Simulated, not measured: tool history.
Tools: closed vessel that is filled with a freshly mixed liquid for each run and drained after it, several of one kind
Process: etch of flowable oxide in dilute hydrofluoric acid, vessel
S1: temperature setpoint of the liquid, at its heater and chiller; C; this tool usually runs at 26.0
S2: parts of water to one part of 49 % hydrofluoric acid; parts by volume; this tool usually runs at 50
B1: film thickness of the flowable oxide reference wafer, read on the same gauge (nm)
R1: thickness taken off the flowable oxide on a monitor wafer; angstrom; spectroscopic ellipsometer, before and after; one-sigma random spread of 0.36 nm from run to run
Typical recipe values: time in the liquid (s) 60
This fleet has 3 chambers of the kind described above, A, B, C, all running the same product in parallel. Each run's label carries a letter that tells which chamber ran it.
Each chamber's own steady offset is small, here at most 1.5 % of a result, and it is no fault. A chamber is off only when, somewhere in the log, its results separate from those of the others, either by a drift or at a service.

Run 1B, day 0.354: usual settings; B1 79.983. Result: R1 534.71 angstrom.
Run 2C, day 0.712: usual settings; B1 80.010. Result: R1 526.21 angstrom.
Run 3A, day 0.979: usual settings; B1 80.006. Result: R1 536.23 angstrom.
Run 4B, day 1.133: usual settings; B1 80.025. Result: R1 537.37 angstrom.
Run 5A, day 1.388: usual settings but S1 30.5 C; B1 79.999. Result: R1 644.36 angstrom.
Run 6C, day 1.679: usual settings but S1 30.5 C; B1 79.998. Result: R1 636.55 angstrom.
Run 7B, day 2.004: usual settings but S1 30.5 C; B1 80.006. Result: R1 635.20 angstrom.
Run 8A, day 2.362: usual settings but S2 35 parts by volume; B1 79.987. Result: R1 789.37 angstrom.
Run 9C, day 2.604: usual settings but S2 35 parts by volume; B1 80.016. Result: R1 761.99 angstrom.
Run 10B, day 2.833: usual settings but S2 35 parts by volume; B1 79.992. Result: R1 783.11 angstrom.
Run 11C, day 3.067: usual settings; B1 80.014. Result: R1 531.46 angstrom.
Run 12A, day 3.296: usual settings; B1 80.002. Result: R1 539.37 angstrom.
Run 13B, day 3.650: usual settings; B1 79.991. Result: R1 531.55 angstrom.
Run 14A, day 3.988: usual settings but time in the liquid (s) 90; B1 79.995. Result: R1 809.02 angstrom.
Run 15C, day 4.300: usual settings but time in the liquid (s) 90; B1 79.989. Result: R1 776.90 angstrom.
Run 16A, day 4.571: usual settings but time in the liquid (s) 90; B1 79.980. Result: R1 816.69 angstrom.
Run 17C, day 4.738: usual settings; B1 80.019. Result: R1 507.02 angstrom.
Run 18B, day 5.067: usual settings; B1 80.012. Result: R1 534.94 angstrom.
Run 19B, day 5.304: usual settings; B1 79.983. Result: R1 531.66 angstrom.
Run 20C, day 5.592: usual settings; B1 80.002. Result: R1 503.91 angstrom.
Run 21A, day 5.912: usual settings but S2 40 parts by volume, time in the liquid (s) 70; B1 79.985. Result: R1 806.75 angstrom.
Run 22A, day 6.229: usual settings but S2 40 parts by volume, time in the liquid (s) 70; B1 79.985. Result: R1 793.67 angstrom.
Run 23C, day 6.558: usual settings but S2 40 parts by volume, time in the liquid (s) 70; B1 79.997. Result: R1 734.37 angstrom.
Run 24B, day 6.712: usual settings; B1 80.001. Result: R1 535.57 angstrom.

Predict what each chamber gives when all 3 of them run the settings below next.
Run 25A, day 6.967: usual settings but S1 23.5 C. Result: R1 ?.
Run 25B, day 6.967: usual settings but S1 23.5 C. Result: R1 ?.
Run 25C, day 6.967: usual settings but S1 23.5 C. Result: R1 ?.

run      R1
25A  485.74
25B  482.44
25C  442.55
